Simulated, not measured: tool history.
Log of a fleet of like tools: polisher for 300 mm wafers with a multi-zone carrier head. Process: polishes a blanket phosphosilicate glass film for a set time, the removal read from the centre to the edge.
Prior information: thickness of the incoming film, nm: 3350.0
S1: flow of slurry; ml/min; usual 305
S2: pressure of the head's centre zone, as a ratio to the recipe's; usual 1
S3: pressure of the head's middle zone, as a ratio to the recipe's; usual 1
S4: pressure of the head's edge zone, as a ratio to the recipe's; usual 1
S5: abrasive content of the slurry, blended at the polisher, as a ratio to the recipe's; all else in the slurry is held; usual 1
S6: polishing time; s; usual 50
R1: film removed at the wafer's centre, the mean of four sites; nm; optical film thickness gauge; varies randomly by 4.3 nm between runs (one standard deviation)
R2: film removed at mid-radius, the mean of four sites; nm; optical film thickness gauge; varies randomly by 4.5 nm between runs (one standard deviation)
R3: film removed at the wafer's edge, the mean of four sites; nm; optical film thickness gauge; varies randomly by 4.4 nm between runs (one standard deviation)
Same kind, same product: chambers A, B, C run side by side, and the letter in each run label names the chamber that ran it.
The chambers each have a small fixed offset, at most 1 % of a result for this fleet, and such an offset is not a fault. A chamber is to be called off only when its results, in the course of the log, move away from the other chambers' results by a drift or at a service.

| run | hour | S1 | S2 | S3 | S4 | S5 | S6 | R1 | R2 | R3 |
|---|---|---|---|---|---|---|---|---|---|---|
|  | 2.7 | chamber B: edge zone pressure recalibrated |
| 1B | 4.3 | 305 | 1 | 1 | 1 | 1 | 50 | 423.93 | 435.06 | 427.11 |
|  | 5.8 | chamber A: slurry nozzle cleaned |
| 2A | 9.7 | 305 | 1 | 1 | 1 | 1 | 50 | 434.1 | 429.96 | 425.22 |
| 3C | 13.4 | 305 | 1 | 1 | 1 | 1 | 50 | 425.62 | 426.2 | 428.04 |
| 4B | 17.6 | 305 | 1 | 1 | 1 | 1 | 50 | 426.07 | 431.92 | 422.24 |
| 5A | 22.4 | 305 | 1 | 1 | 1 | 1 | 50 | 424.22 | 428.18 | 427.66 |
| 6C | 28.1 | 305 | 1 | 1 | 1 | 1 | 50 | 430.88 | 433.39 | 424.96 |
| 7A | 33.6 | 305 | 1 | 1 | 1 | 1 | 50 | 423.57 | 420.59 | 424.47 |
|  | 37.4 | chamber A: worn pad replaced by a new one |
| 8B | 38.2 | 305 | 1 | 1 | 1 | 1 | 50 | 432.37 | 434.65 | 430.66 |
| 9C | 41.6 | 305 | 1 | 1 | 1 | 1 | 50 | 428.64 | 428.33 | 425.67 |
| 10A | 45.9 | 305 | 1 | 1 | 1 | 1 | 50 | 429.09 | 424.75 | 421.79 |
| 11B | 50.4 | 220 | 1 | 1 | 1 | 1 | 59 | 486.29 | 496.9 | 486.17 |
|  | 50.9 | chamber C: worn pad replaced by a new one |
| 12C | 55.3 | 220 | 1 | 1 | 1 | 1 | 59 | 478.14 | 483.02 | 490.94 |
| 13A | 59.4 | 220 | 1 | 1 | 1 | 1 | 59 | 489.46 | 481.76 | 489.01 |
| 14C | 62.9 | 220 | 1 | 1.09 | 1 | 1 | 50 | 403.43 | 437.93 | 410.56 |
|  | 68.1 | chamber B: worn pad replaced by a new one |
| 15B | 68.8 | 220 | 1 | 1.09 | 1 | 1 | 50 | 408.88 | 452.97 | 410.77 |
| 16C | 73.2 | 220 | 1 | 1.09 | 1 | 1 | 50 | 403.06 | 446.35 | 413.61 |
| 17B | 76.8 | 305 | 1 | 1 | 1 | 1 | 50 | 429.2 | 430.19 | 424.51 |
| 18A | 80.2 | 400 | 1 | 0.94 | 1 | 1 | 50 | 448.44 | 411.54 | 438.52 |
| 19A | 85.8 | 400 | 1 | 0.94 | 1 | 1 | 50 | 433.06 | 404.62 | 436.52 |
| 20B | 91.5 | 400 | 1 | 0.94 | 1 | 1 | 50 | 441.53 | 419.9 | 435.23 |
| 21C | 94.4 | 305 | 1.07 | 1 | 0.91 | 1 | 50 | 436.41 | 426.36 | 407.07 |
| 22C | 98.8 | 305 | 1.07 | 1 | 0.91 | 1 | 50 | 442.19 | 425.42 | 410.28 |
| 23A | 103.8 | 305 | 1.07 | 1 | 0.91 | 1 | 50 | 464.2 | 415.78 | 410.4 |
| 24B | 107.7 | 305 | 1 | 1 | 1 | 1 | 50 | 423.85 | 441.62 | 430.58 |
| 25A | 112.4 | 305 | 1 | 1 | 1 | 1 | 50 | 435.66 | 424.31 | 425.41 |
| 26C | 116.7 | 305 | 1 | 1 | 1 | 1 | 50 | 403.18 | 424.45 | 425.36 |
| 27B | 119.9 | 305 | 1 | 1 | 1 | 1 | 50 | 432.92 | 430.9 | 428.71 |
|  | 120 | chamber A: edge zone pressure recalibrated |
| 28C | 123.7 | 305 | 1 | 1 | 1 | 1 | 50 | 402.29 | 429.65 | 433.66 |
| 29A | 129.1 | 305 | 1 | 1 | 1 | 1 | 50 | 426.77 | 424.02 | 429.13 |

Is one chamber off against the others, does the gauge drift, or is nothing wrong? If a chamber is off, say which, and what the likeliest cause is.

It is chamber C that slowly wanders off from its peers.
What lies behind it: centre zone's pressure below its setpoint, % = 7.51.

Chamber C could run next with any of the 4 candidate recipes listed below; each alters the usual settings, and their results appear as question marks. Which one brings its results back in line with what the other chambers deliver on the usual settings?
In-line tolerance around the mean of the other chambers on the usual settings: R1 15 nm; R2 16 nm; R3 15 nm
| 30C-1 | 133.3 | 305 | 1.01 | 1 | 0.99 | 1 | 50 | ? | ? | ? |
| 30C-2 | 133.3 | 305 | 0.99 | 1 | 1.01 | 1 | 50 | ? | ? | ? |
| 30C-3 | 133.3 | 300 | 0.94 | 1.01 | 1.02 | 1 | 49 | ? | ? | ? |
| 30C-4 | 133.3 | 310 | 1.06 | 0.99 | 0.98 | 1 | 51 | ? | ? | ? |

Average result of the remaining chambers running the usual settings: R1 427.52 nm; R2 430.01 nm; R3 427.96 nm
| run | R1 | R2 | R3 |
|---|---|---|---|
| 30C-1 | 399.05 | 427.96 | 424.14 |
| 30C-2 | 390.4 | 427.99 | 428.63 |
| 30C-3 | 360.72 | 422.6 | 421.64 |
| 30C-4 | 429.87 | 433.19 | 430.94 |
The right change is 30C-4: it brings the chamber back within the allowed miss of the others.

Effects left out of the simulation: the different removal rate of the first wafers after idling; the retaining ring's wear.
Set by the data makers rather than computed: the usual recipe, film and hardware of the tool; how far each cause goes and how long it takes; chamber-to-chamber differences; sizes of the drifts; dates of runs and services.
